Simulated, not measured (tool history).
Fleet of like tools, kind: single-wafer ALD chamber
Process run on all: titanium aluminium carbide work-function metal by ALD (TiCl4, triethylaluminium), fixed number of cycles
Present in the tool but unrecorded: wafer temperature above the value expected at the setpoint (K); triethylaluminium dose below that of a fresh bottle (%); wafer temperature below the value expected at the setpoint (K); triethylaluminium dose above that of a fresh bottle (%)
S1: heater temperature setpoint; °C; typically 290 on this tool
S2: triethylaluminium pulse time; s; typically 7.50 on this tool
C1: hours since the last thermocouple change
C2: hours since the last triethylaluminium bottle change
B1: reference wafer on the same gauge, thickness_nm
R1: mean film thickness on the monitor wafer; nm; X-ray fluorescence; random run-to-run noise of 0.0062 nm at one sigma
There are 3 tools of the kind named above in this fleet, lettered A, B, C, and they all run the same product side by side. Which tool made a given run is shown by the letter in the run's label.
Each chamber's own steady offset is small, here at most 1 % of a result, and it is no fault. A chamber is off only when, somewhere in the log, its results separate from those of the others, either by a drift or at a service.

run 1B hour=9.3 | S1=290 S2=7.50 | C1=1661.9 C2=230.4 | B1=1.8781 | R1=1.8307
run 2C hour=18.4 | S1=290 S2=7.50 | C1=154.9 C2=308.5 | B1=1.8806 | R1=1.8435
run 3A hour=25.5 | S1=290 S2=7.50 | C1=1135.0 C2=677.1 | B1=1.8800 | R1=1.8183
run 4C hour=30.7 | S1=290 S2=7.50 | C1=167.2 C2=320.8 | B1=1.8805 | R1=1.8511
run 5A hour=38.7 | S1=290 S2=7.50 | C1=1148.2 C2=690.3 | B1=1.8799 | R1=1.8199
run 6B hour=46.9 | S1=290 S2=4.91 | C1=1699.5 C2=268.0 | B1=1.8806 | R1=1.6028
run 7C hour=54.8 | S1=290 S2=4.91 | C1=191.3 C2=344.9 | B1=1.8790 | R1=1.6326
run 8B hour=63.6 | S1=290 S2=4.91 | C1=1716.2 C2=284.7 | B1=1.8819 | R1=1.5953
run 9A hour=70.4 | S1=290 S2=7.50 | C1=1179.9 C2=722.0 | B1=1.8820 | R1=1.8204
run 10A hour=76.0 | S1=290 S2=7.50 | C1=1185.5 C2=727.6 | B1=1.8817 | R1=1.8256
run 11C hour=81.4 | S1=290 S2=7.50 | C1=217.9 C2=371.5 | B1=1.8799 | R1=1.8508
run 12B hour=88.9 | S1=290 S2=7.50 | C1=1741.5 C2=310.0 | B1=1.8798 | R1=1.7967
run 13B hour=97.0 | S1=276 S2=5.97 | C1=1749.6 C2=318.1 | B1=1.8794 | R1=1.5976
run 14C hour=107.2 | S1=276 S2=5.97 | C1=243.7 C2=397.3 | B1=1.8811 | R1=1.6400
run 15A hour=114.0 | S1=276 S2=5.97 | C1=1223.5 C2=765.6 | B1=1.8805 | R1=1.6059
run 16C hour=121.0 | S1=290 S2=7.50 | C1=257.5 C2=411.1 | B1=1.8794 | R1=1.8529
run 17B hour=129.1 | S1=290 S2=7.50 | C1=1781.7 C2=350.2 | B1=1.8815 | R1=1.8010
run 18A hour=135.3 | S1=290 S2=7.50 | C1=1244.8 C2=786.9 | B1=1.8801 | R1=1.8310
run 19A hour=144.0 | S1=290 S2=7.50 | C1=1253.5 C2=795.6 | B1=1.8821 | R1=1.8216
run 20B hour=154.0 | S1=290 S2=7.50 | C1=1806.6 C2=375.1 | B1=1.8786 | R1=1.8005
run 21C hour=159.1 | S1=290 S2=7.50 | C1=295.6 C2=449.2 | B1=1.8798 | R1=1.8499
run 22B hour=165.3 | S1=279 S2=4.57 | C1=1817.9 C2=386.4 | B1=1.8788 | R1=1.4305
run 23A hour=170.9 | S1=279 S2=4.57 | C1=1280.4 C2=822.5 | B1=1.8797 | R1=1.4880
run 24C hour=181.1 | S1=279 S2=4.57 | C1=317.6 C2=471.2 | B1=1.8795 | R1=1.5130
run 25C hour=186.2 | S1=290 S2=7.50 | C1=322.7 C2=476.3 | B1=1.8812 | R1=1.8336
run 26B hour=193.7 | S1=290 S2=7.50 | C1=1846.3 C2=414.8 | B1=1.8789 | R1=1.7731
run 27A hour=202.7 | S1=290 S2=7.50 | C1=1312.2 C2=854.3 | B1=1.8798 | R1=1.8195
run 28B hour=208.1 | S1=290 S2=7.50 | C1=1860.7 C2=429.2 | B1=1.8791 | R1=1.7691
run 29C hour=216.0 | S1=277 S2=7.50 | C1=352.5 C2=506.1 | B1=1.8804 | R1=1.7394

Predict what each chamber gives when all 3 of them run the settings below next.
run 30A hour=223.5 | S1=290 S2=7.50 | R1=?
run 30B hour=223.5 | S1=290 S2=7.50 | R1=?
run 30C hour=223.5 | S1=290 S2=7.50 | R1=?

run=30A R1=1.8316
run=30B R1=1.7578
run=30C R1=1.8403
